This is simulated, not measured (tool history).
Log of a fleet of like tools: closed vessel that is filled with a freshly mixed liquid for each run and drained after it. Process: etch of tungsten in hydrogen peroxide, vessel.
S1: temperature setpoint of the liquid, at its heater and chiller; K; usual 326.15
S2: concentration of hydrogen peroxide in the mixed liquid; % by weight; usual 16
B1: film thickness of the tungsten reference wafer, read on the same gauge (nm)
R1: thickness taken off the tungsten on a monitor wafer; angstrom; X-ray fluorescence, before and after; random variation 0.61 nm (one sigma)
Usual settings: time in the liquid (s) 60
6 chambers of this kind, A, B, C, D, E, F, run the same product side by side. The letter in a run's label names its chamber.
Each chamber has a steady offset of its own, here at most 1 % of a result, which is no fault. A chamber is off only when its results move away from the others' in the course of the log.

-- hour=3.0 chamber C: peroxide flow meter replaced
-- hour=3.7 chamber F: new drum of peroxide connected
run 1F hour=4.4 | S1=326.15 S2=16 time_in_the_liquid_(s)=60 | B1=100.010 | R1=734.38
run 2A hour=11.3 | S1=326.15 S2=16 time_in_the_liquid_(s)=60 | B1=99.982 | R1=736.58
-- hour=13.4 chamber B: new drum of peroxide connected
run 3B hour=19.1 | S1=326.15 S2=16 time_in_the_liquid_(s)=60 | B1=100.000 | R1=738.32
run 4C hour=23.6 | S1=326.15 S2=16 time_in_the_liquid_(s)=60 | B1=99.987 | R1=726.72
run 5E hour=31.4 | S1=326.15 S2=16 time_in_the_liquid_(s)=60 | B1=99.999 | R1=724.45
run 6D hour=39.7 | S1=326.15 S2=16 time_in_the_liquid_(s)=60 | B1=99.983 | R1=726.50
run 7E hour=48.0 | S1=326.15 S2=16 time_in_the_liquid_(s)=60 | B1=99.972 | R1=726.87
run 8D hour=53.5 | S1=326.15 S2=16 time_in_the_liquid_(s)=60 | B1=99.995 | R1=718.26
run 9B hour=58.6 | S1=326.15 S2=16 time_in_the_liquid_(s)=60 | B1=99.975 | R1=730.65
run 10C hour=64.1 | S1=326.15 S2=16 time_in_the_liquid_(s)=60 | B1=99.993 | R1=737.75
run 11A hour=70.8 | S1=326.15 S2=16 time_in_the_liquid_(s)=60 | B1=100.010 | R1=727.05
run 12F hour=76.9 | S1=326.15 S2=19 time_in_the_liquid_(s)=30 | B1=99.979 | R1=396.14
run 13A hour=83.0 | S1=326.15 S2=19 time_in_the_liquid_(s)=30 | B1=100.020 | R1=396.50
run 14D hour=91.5 | S1=326.15 S2=19 time_in_the_liquid_(s)=30 | B1=100.010 | R1=390.38
run 15B hour=96.2 | S1=326.15 S2=19 time_in_the_liquid_(s)=30 | B1=99.973 | R1=398.23
run 16F hour=102.6 | S1=326.15 S2=19 time_in_the_liquid_(s)=30 | B1=99.990 | R1=399.50
run 17E hour=110.1 | S1=326.15 S2=19 time_in_the_liquid_(s)=30 | B1=99.968 | R1=391.80
run 18C hour=117.6 | S1=318.65 S2=16 time_in_the_liquid_(s)=40 | B1=99.993 | R1=306.55
run 19E hour=125.2 | S1=318.65 S2=16 time_in_the_liquid_(s)=40 | B1=100.010 | R1=300.98
run 20A hour=132.1 | S1=318.65 S2=16 time_in_the_liquid_(s)=40 | B1=99.983 | R1=304.81
-- hour=132.7 chamber B: peroxide flow meter replaced
run 21F hour=139.6 | S1=318.65 S2=16 time_in_the_liquid_(s)=40 | B1=99.998 | R1=304.14
run 22D hour=143.4 | S1=318.65 S2=16 time_in_the_liquid_(s)=40 | B1=100.020 | R1=297.06
run 23B hour=151.3 | S1=318.65 S2=16 time_in_the_liquid_(s)=40 | B1=100.020 | R1=312.36
run 24C hour=155.8 | S1=326.15 S2=16 time_in_the_liquid_(s)=60 | B1=99.973 | R1=725.10
run 25F hour=160.7 | S1=326.15 S2=16 time_in_the_liquid_(s)=60 | B1=99.993 | R1=728.26
run 26C hour=165.2 | S1=326.15 S2=16 time_in_the_liquid_(s)=60 | B1=99.993 | R1=728.80
-- hour=166.1 chamber C: new drum of peroxide connected
run 27E hour=173.5 | S1=326.15 S2=16 time_in_the_liquid_(s)=60 | B1=100.010 | R1=726.27
run 28B hour=179.7 | S1=326.15 S2=16 time_in_the_liquid_(s)=60 | B1=100.020 | R1=727.99
run 29A hour=187.7 | S1=326.15 S2=16 time_in_the_liquid_(s)=60 | B1=99.975 | R1=742.93
run 30D hour=191.9 | S1=326.15 S2=16 time_in_the_liquid_(s)=60 | B1=99.979 | R1=679.85
-- hour=195.1 chamber E: thermometer replaced
run 31E hour=197.3 | S1=326.15 S2=16 time_in_the_liquid_(s)=60 | B1=99.999 | R1=725.95
run 32F hour=203.0 | S1=326.15 S2=16 time_in_the_liquid_(s)=60 | B1=100.010 | R1=731.02
run 33C hour=206.9 | S1=326.15 S2=16 time_in_the_liquid_(s)=60 | B1=99.991 | R1=721.12
run 34D hour=211.1 | S1=326.15 S2=16 time_in_the_liquid_(s)=60 | B1=100.040 | R1=676.20
run 35A hour=214.8 | S1=326.15 S2=16 time_in_the_liquid_(s)=60 | B1=100.000 | R1=726.56
run 36B hour=219.9 | S1=326.15 S2=16 time_in_the_liquid_(s)=60 | B1=100.010 | R1=724.99
run 37F hour=223.7 | S1=326.15 S2=16 time_in_the_liquid_(s)=60 | B1=99.987 | R1=724.36
run 38E hour=227.5 | S1=326.15 S2=16 time_in_the_liquid_(s)=60 | B1=100.020 | R1=729.58
run 39C hour=235.2 | S1=326.15 S2=16 time_in_the_liquid_(s)=60 | B1=100.000 | R1=726.77
-- hour=236.9 chamber A: peroxide flow meter replaced
run 40A hour=239.1 | S1=326.15 S2=16 time_in_the_liquid_(s)=60 | B1=100.030 | R1=718.44
run 41B hour=243.8 | S1=326.15 S2=16 time_in_the_liquid_(s)=60 | B1=100.010 | R1=728.00
run 42D hour=248.7 | S1=326.15 S2=16 time_in_the_liquid_(s)=60 | B1=99.989 | R1=666.19
run 43E hour=257.0 | S1=326.15 S2=16 time_in_the_liquid_(s)=60 | B1=99.979 | R1=724.89

Next, every chamber runs the same settings. What will each give?
run 44A hour=263.1 | S1=326.15 S2=16 time_in_the_liquid_(s)=60 | R1=?
run 44B hour=263.1 | S1=326.15 S2=16 time_in_the_liquid_(s)=60 | R1=?
run 44C hour=263.1 | S1=326.15 S2=16 time_in_the_liquid_(s)=60 | R1=?
run 44D hour=263.1 | S1=326.15 S2=16 time_in_the_liquid_(s)=60 | R1=?
run 44E hour=263.1 | S1=326.15 S2=16 time_in_the_liquid_(s)=60 | R1=?
run 44F hour=263.1 | S1=326.15 S2=16 time_in_the_liquid_(s)=60 | R1=?

run=44A R1=734.53
run=44B R1=720.81
run=44C R1=724.10
run=44D R1=677.66
run=44E R1=713.67
run=44F R1=738.54
